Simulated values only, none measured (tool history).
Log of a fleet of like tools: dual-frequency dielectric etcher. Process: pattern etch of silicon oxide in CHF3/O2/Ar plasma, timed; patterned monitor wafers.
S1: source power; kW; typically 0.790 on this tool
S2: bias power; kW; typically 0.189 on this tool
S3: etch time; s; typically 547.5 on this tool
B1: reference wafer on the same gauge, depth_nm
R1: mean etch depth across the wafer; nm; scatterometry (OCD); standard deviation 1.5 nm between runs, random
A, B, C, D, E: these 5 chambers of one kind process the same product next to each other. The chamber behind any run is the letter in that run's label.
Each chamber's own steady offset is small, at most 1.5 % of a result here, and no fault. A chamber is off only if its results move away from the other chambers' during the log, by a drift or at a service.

run	hour	S1	S2	S3	B1	R1
1D	6.4	0.790	0.189	547.5	1459.8	1227.4
2E	12.6	0.790	0.189	547.5	1459.4	1206.8
3C	21.5	0.790	0.189	547.5	1459.6	1223.1
4B	29.8	0.790	0.189	547.5	1459.3	1227.9
5A	38.7	0.790	0.189	547.5	1458.7	1220.8
6C	48.5	0.790	0.189	547.5	1459.1	1227.2
7A	58.5	0.790	0.189	547.5	1458.6	1219.8
# hour 65.8: chamber A: wet clean of the chamber
8D	67.5	0.790	0.169	547.5	1458.5	1182.7
9E	77.0	0.790	0.169	547.5	1458.0	1159.8
10B	84.4	0.790	0.169	547.5	1457.9	1181.1
11C	91.7	0.790	0.169	547.5	1457.6	1180.6
12E	96.6	0.790	0.169	547.5	1457.6	1163.8
13A	103.2	0.630	0.189	547.5	1457.1	1117.8
14B	109.7	0.630	0.189	547.5	1457.0	1121.6
15D	117.7	0.630	0.189	547.5	1457.1	1121.0
16E	122.5	0.630	0.189	547.5	1457.1	1100.6
17C	131.8	0.630	0.189	547.5	1456.7	1122.4
18A	137.6	0.790	0.189	547.5	1456.2	1219.7
# hour 140.2: chamber E: wet clean of the chamber
19B	145.5	0.790	0.189	547.5	1455.9	1223.2
20D	150.8	0.790	0.189	547.5	1456.0	1225.3
21E	156.9	0.790	0.189	547.5	1456.0	1204.3
22D	167.6	0.790	0.189	547.5	1455.9	1223.4
23C	176.5	0.790	0.189	547.5	1455.2	1222.5
24B	184.6	0.790	0.189	547.5	1455.0	1222.8
25A	190.5	0.610	0.234	547.5	1454.6	1187.0
26A	200.4	0.610	0.234	547.5	1454.5	1186.7
27E	208.1	0.610	0.234	547.5	1454.6	1169.0
28C	217.6	0.610	0.234	547.5	1454.5	1190.3
29D	227.2	0.610	0.234	547.5	1453.7	1190.3
30B	234.1	0.790	0.189	547.5	1453.7	1222.9
31C	239.6	0.790	0.189	547.5	1453.9	1221.1
32A	244.9	0.790	0.189	547.5	1453.4	1218.7
33D	252.8	0.670	0.231	547.5	1453.0	1226.0
34E	260.0	0.670	0.231	547.5	1453.5	1206.0

All chambers now run identical settings, listed one chamber a line with results as question marks. What results will each chamber show?
35A	267.7	0.790	0.189	547.5		?
35B	267.7	0.790	0.189	547.5		?
35C	267.7	0.790	0.189	547.5		?
35D	267.7	0.790	0.189	547.5		?
35E	267.7	0.790	0.189	547.5		?

run	R1
35A	1218.3
35B	1220.8
35C	1220.6
35D	1222.3
35E	1201.1
